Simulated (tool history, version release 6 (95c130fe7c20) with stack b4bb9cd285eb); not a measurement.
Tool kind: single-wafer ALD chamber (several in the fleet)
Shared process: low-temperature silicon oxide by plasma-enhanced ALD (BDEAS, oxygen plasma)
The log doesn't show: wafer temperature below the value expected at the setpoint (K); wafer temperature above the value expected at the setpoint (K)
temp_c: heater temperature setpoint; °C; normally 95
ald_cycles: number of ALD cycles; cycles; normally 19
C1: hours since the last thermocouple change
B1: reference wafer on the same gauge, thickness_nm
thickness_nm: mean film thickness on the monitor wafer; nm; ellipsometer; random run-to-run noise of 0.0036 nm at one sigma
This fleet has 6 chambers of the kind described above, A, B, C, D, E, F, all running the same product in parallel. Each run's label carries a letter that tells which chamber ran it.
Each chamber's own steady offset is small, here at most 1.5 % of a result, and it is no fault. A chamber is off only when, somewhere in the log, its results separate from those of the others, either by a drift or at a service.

Run 1A, day 0.112: usual settings; C1 1517.0; B1 3.0395. Result: thickness_nm 2.7600 nm.
Run 2B, day 0.258: usual settings; C1 270.4; B1 3.0392. Result: thickness_nm 2.7229 nm.
Run 3D, day 0.362: usual settings; C1 1054.8; B1 3.0392. Result: thickness_nm 2.7666 nm.
Run 4F, day 0.550: usual settings; C1 780.2; B1 3.0388. Result: thickness_nm 2.7643 nm.
Run 5C, day 0.717: usual settings; C1 467.8; B1 3.0377. Result: thickness_nm 2.7512 nm.
Run 6E, day 0.871: usual settings; C1 764.6; B1 3.0370. Result: thickness_nm 2.7685 nm.
Run 7D, day 0.958: usual settings; C1 1069.1; B1 3.0373. Result: thickness_nm 2.7643 nm.
Run 8F, day 1.054: usual settings; C1 792.3; B1 3.0375. Result: thickness_nm 2.7659 nm.
Run 9A, day 1.183: usual settings; C1 1542.7; B1 3.0362. Result: thickness_nm 2.7602 nm.
Run 10C, day 1.358: usual settings; C1 483.2; B1 3.0357. Result: thickness_nm 2.7506 nm.
Run 11E, day 1.446: usual settings but temp_c 106 °C, ald_cycles 23 cycles; C1 778.4; B1 3.0358. Result: thickness_nm 3.2508 nm.
Run 12B, day 1.579: usual settings but temp_c 106 °C, ald_cycles 23 cycles; C1 302.1; B1 3.0356. Result: thickness_nm 3.1983 nm.
Run 13C, day 1.717: usual settings but temp_c 106 °C, ald_cycles 23 cycles; C1 491.8; B1 3.0337. Result: thickness_nm 3.2273 nm.
Run 14E, day 1.862: usual settings but temp_c 106 °C, ald_cycles 23 cycles; C1 788.4; B1 3.0348. Result: thickness_nm 3.2451 nm.
Run 15D, day 2.021: usual settings but temp_c 106 °C, ald_cycles 23 cycles; C1 1094.6; B1 3.0335. Result: thickness_nm 3.2408 nm.
Run 16F, day 2.112: usual settings but temp_c 106 °C, ald_cycles 23 cycles; C1 817.7; B1 3.0329. Result: thickness_nm 3.2492 nm.
Run 17B, day 2.200: usual settings but temp_c 83 °C; C1 317.0; B1 3.0342. Result: thickness_nm 2.8361 nm.
Run 18A, day 2.375: usual settings but temp_c 83 °C; C1 1571.3; B1 3.0326. Result: thickness_nm 2.8684 nm.
Run 19F, day 2.546: usual settings but temp_c 83 °C; C1 828.1; B1 3.0325. Result: thickness_nm 2.8732 nm.
Run 20B, day 2.733: usual settings but temp_c 83 °C; C1 329.8; B1 3.0312. Result: thickness_nm 2.8288 nm.
Run 21A, day 2.825: usual settings but temp_c 83 °C; C1 1582.1; B1 3.0318. Result: thickness_nm 2.8707 nm.
Run 22C, day 2.983: usual settings but temp_c 83 °C; C1 522.2; B1 3.0317. Result: thickness_nm 2.8586 nm.
Run 23D, day 3.096: usual settings; C1 1120.4; B1 3.0307. Result: thickness_nm 2.7589 nm.
Run 24E, day 3.271: usual settings; C1 822.2; B1 3.0302. Result: thickness_nm 2.7584 nm.
Run 25A, day 3.367: usual settings; C1 1595.1; B1 3.0294. Result: thickness_nm 2.7550 nm.
Run 26B, day 3.479: usual settings; C1 347.7; B1 3.0297. Result: thickness_nm 2.7149 nm.
Run 27E, day 3.617: usual settings; C1 830.5; B1 3.0275. Result: thickness_nm 2.7554 nm.
Run 28C, day 3.800: usual settings; C1 541.8; B1 3.0276. Result: thickness_nm 2.7458 nm.
Run 29D, day 3.938: usual settings; C1 1140.6; B1 3.0272. Result: thickness_nm 2.7580 nm.
Run 30F, day 4.054: usual settings; C1 864.3; B1 3.0283. Result: thickness_nm 2.7523 nm.
Run 31F, day 4.146: usual settings but ald_cycles 21 cycles; C1 866.5; B1 3.0273. Result: thickness_nm 3.0366 nm.
Run 32E, day 4.267: usual settings but ald_cycles 21 cycles; C1 846.1; B1 3.0263. Result: thickness_nm 3.0531 nm.
Run 33D, day 4.446: usual settings but ald_cycles 21 cycles; C1 1152.8; B1 3.0264. Result: thickness_nm 3.0490 nm.
Run 34A, day 4.542: usual settings but ald_cycles 21 cycles; C1 1623.3; B1 3.0267. Result: thickness_nm 3.0368 nm.
Run 35C, day 4.671: usual settings but ald_cycles 21 cycles; C1 562.7; B1 3.0261. Result: thickness_nm 3.0302 nm.
Run 36B, day 4.842: usual settings but ald_cycles 21 cycles; C1 380.4; B1 3.0249. Result: thickness_nm 2.9833 nm.
Run 37F, day 4.962: usual settings; C1 886.1; B1 3.0243. Result: thickness_nm 2.7554 nm.
Run 38B, day 5.121: usual settings; C1 387.1; B1 3.0242. Result: thickness_nm 2.7168 nm.

Each of the 6 chambers runs these same settings next. Fill in every chamber's results:
Run 39A, day 5.262: usual settings but temp_c 85 °C. Result: thickness_nm ?.
Run 39B, day 5.262: usual settings but temp_c 85 °C. Result: thickness_nm ?.
Run 39C, day 5.262: usual settings but temp_c 85 °C. Result: thickness_nm ?.
Run 39D, day 5.262: usual settings but temp_c 85 °C. Result: thickness_nm ?.
Run 39E, day 5.262: usual settings but temp_c 85 °C. Result: thickness_nm ?.
Run 39F, day 5.262: usual settings but temp_c 85 °C. Result: thickness_nm ?.

run  thickness_nm
39A        2.8402
39B        2.8040
39C        2.8376
39D        2.8453
39E        2.8484
39F        2.8487
